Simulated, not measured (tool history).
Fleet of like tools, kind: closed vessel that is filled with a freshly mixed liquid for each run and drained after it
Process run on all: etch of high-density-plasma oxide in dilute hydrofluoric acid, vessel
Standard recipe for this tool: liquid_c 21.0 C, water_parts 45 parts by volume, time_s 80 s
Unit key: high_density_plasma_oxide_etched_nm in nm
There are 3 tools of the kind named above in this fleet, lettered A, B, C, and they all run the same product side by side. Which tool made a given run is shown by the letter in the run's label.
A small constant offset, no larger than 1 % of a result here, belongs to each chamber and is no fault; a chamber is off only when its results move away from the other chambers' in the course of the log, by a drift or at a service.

| run | day | liquid_c | water_parts | time_s | read-back film thickness of the high-density-plasma oxide reference wafer, read on the same gauge (nm) | high_density_plasma_oxide_etched_nm |
|---|---|---|---|---|---|---|
| 1B | 0.233 | 21.0 | 45 | 80 | 130.00 | 13.7270 |
| 2C | 0.650 | 21.0 | 45 | 80 | 130.00 | 13.9600 |
|  | 0.875 | chamber A: thermometer replaced |
| 3A | 0.908 | 21.0 | 45 | 80 | 130.02 | 14.0190 |
| 4B | 1.392 | 21.0 | 45 | 80 | 130.00 | 13.8480 |
| 5A | 1.642 | 21.0 | 25 | 55 | 130.01 | 17.5940 |
| 6C | 1.871 | 21.0 | 25 | 55 | 129.97 | 17.4430 |
| 7A | 2.292 | 21.0 | 25 | 55 | 129.99 | 17.7520 |
| 8B | 2.771 | 21.0 | 25 | 120 | 130.01 | 37.8520 |
| 9C | 3.004 | 21.0 | 25 | 120 | 130.02 | 38.1470 |
| 10C | 3.229 | 21.0 | 25 | 120 | 129.97 | 38.0890 |
| 11A | 3.525 | 21.0 | 45 | 80 | 130.00 | 13.9610 |
| 12B | 4.004 | 21.0 | 45 | 80 | 129.98 | 13.5830 |
| 13C | 4.408 | 24.5 | 35 | 80 | 130.00 | 20.6960 |
| 14A | 4.800 | 24.5 | 35 | 80 | 129.98 | 20.9600 |
| 15B | 5.154 | 24.5 | 35 | 80 | 129.97 | 20.1540 |
| 16C | 5.446 | 21.0 | 45 | 80 | 129.99 | 14.0550 |
| 17B | 5.888 | 21.0 | 45 | 80 | 130.01 | 13.4110 |
| 18A | 6.146 | 21.0 | 45 | 80 | 130.02 | 13.8940 |
| 19A | 6.425 | 21.0 | 45 | 80 | 130.01 | 13.8470 |
| 20B | 6.754 | 21.0 | 45 | 80 | 129.99 | 13.0770 |
| 21C | 7.129 | 21.0 | 45 | 80 | 130.03 | 13.8360 |
| 22B | 7.396 | 21.0 | 45 | 80 | 129.99 | 13.2160 |
| 23A | 7.825 | 21.0 | 45 | 80 | 130.03 | 13.9810 |
| 24C | 8.129 | 21.0 | 50 | 80 | 129.97 | 12.6250 |
| 25A | 8.579 | 21.0 | 50 | 80 | 129.99 | 12.3580 |
| 26C | 8.942 | 21.0 | 50 | 80 | 129.98 | 12.2470 |
| 27B | 9.321 | 21.0 | 45 | 80 | 130.01 | 12.9620 |
| 28B | 9.708 | 21.0 | 45 | 80 | 130.00 | 13.0070 |
| 29A | 10.154 | 23.0 | 45 | 80 | 129.98 | 15.1250 |
| 30C | 10.438 | 23.0 | 45 | 80 | 130.00 | 14.9570 |
| 31A | 10.788 | 23.0 | 45 | 80 | 130.02 | 15.2780 |
| 32C | 11.179 | 21.0 | 45 | 80 | 130.01 | 13.6700 |
| 33B | 11.433 | 21.0 | 45 | 80 | 129.97 | 12.5670 |
| 34C | 11.825 | 21.0 | 45 | 45 | 130.02 | 7.8346 |
| 35A | 12.304 | 21.0 | 45 | 45 | 130.00 | 7.9546 |
| 36B | 12.704 | 21.0 | 45 | 45 | 129.99 | 7.1107 |

Each of the 3 chambers runs these same settings next. Fill in every chamber's results:
| 37A | 13.054 | 21.0 | 45 | 80 |  | ? |
| 37B | 13.054 | 21.0 | 45 | 80 |  | ? |
| 37C | 13.054 | 21.0 | 45 | 80 |  | ? |

| run | high_density_plasma_oxide_etched_nm |
|---|---|
| 37A | 13.8360 |
| 37B | 12.6370 |
| 37C | 13.9830 |

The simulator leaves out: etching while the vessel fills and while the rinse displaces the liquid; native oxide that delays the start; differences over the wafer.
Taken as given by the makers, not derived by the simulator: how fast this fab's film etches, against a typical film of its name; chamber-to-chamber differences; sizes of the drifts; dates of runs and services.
